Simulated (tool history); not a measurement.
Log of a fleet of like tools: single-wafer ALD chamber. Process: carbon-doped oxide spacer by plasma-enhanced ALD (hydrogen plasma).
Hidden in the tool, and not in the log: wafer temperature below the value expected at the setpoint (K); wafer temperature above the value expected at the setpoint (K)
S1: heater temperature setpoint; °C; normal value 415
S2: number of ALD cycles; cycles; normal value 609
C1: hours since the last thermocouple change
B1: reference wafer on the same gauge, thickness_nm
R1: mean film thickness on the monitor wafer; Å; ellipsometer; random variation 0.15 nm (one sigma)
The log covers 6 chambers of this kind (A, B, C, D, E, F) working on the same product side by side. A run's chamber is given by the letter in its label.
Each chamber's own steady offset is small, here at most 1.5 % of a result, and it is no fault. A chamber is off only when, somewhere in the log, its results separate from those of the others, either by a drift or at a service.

run,hour,S1,S2,C1,B1,R1
1B,6.5,415,609,138.4,28.006,292.11
2A,11.6,415,609,1946.4,27.965,290.7
3E,16.2,415,609,1436.6,27.998,290.19
4C,21.7,415,609,322.9,28.029,287.62
5D,27.7,415,609,260.4,27.997,289.86
6F,34.5,415,609,330.7,27.989,292.71
7D,41.1,415,684,273.8,27.962,324.25
8F,44.4,415,684,340.6,27.994,328.14
9C,51,415,684,352.2,28.006,323.61
10B,55.3,415,684,187.2,27.991,325.56
11E,60.4,415,684,1480.8,27.985,329.49
12A,66.6,415,684,2001.4,27.98,327.89
13A,70.8,415,609,2005.6,27.981,292.22
14B,77.5,415,609,209.4,28.017,292.13
15D,81.2,407,656,313.9,27.982,319.56
16F,85.1,407,656,381.3,28.029,322.58
17C,90.8,407,656,392,27.98,317.3
18E,96.6,407,656,1517,28.011,320.49
19E,100.6,407,656,1521,28,320.25
20D,105,407,656,337.7,28.01,319.62
21A,109.3,415,609,2044.1,27.977,293.27
22F,112.6,415,609,408.8,28.022,291.16
23B,118.6,415,609,250.5,27.992,293.24
24C,121.7,415,609,422.9,27.944,287.08
25A,125.7,415,609,2060.5,28.018,292.74
26D,131.8,415,609,364.5,28.058,289.31
27F,137.9,415,609,434.1,27.992,290.62
28E,141.3,415,609,1561.7,28.041,290.65
29B,144.7,415,609,276.6,28.011,295.83
30C,151.5,415,609,452.7,27.995,286.04
31F,155.1,415,609,451.3,27.984,290.67
32E,159.3,400,516,1579.7,27.99,259.09
33A,165.8,400,516,2100.6,27.99,261.49
34D,169.3,400,516,402,28.015,256.51
35B,175.5,400,516,307.4,27.989,259.44
36C,178.9,400,516,480.1,28.007,253.16
37D,184.4,400,516,417.1,28.013,255.23
38C,190.9,415,609,492.1,28.024,287.18
39E,193.9,415,534,1614.3,27.989,254.18
40F,198.3,415,534,494.5,27.985,254.68

The same settings go to every chamber for the next run, one line per chamber below. Forecast the results for each:
41A,203.1,415,609,,,?
41B,203.1,415,609,,,?
41C,203.1,415,609,,,?
41D,203.1,415,609,,,?
41E,203.1,415,609,,,?
41F,203.1,415,609,,,?

run,R1
41A,289.7
41B,291.96
41C,284.16
41D,290.2
41E,289.26
41F,289.98
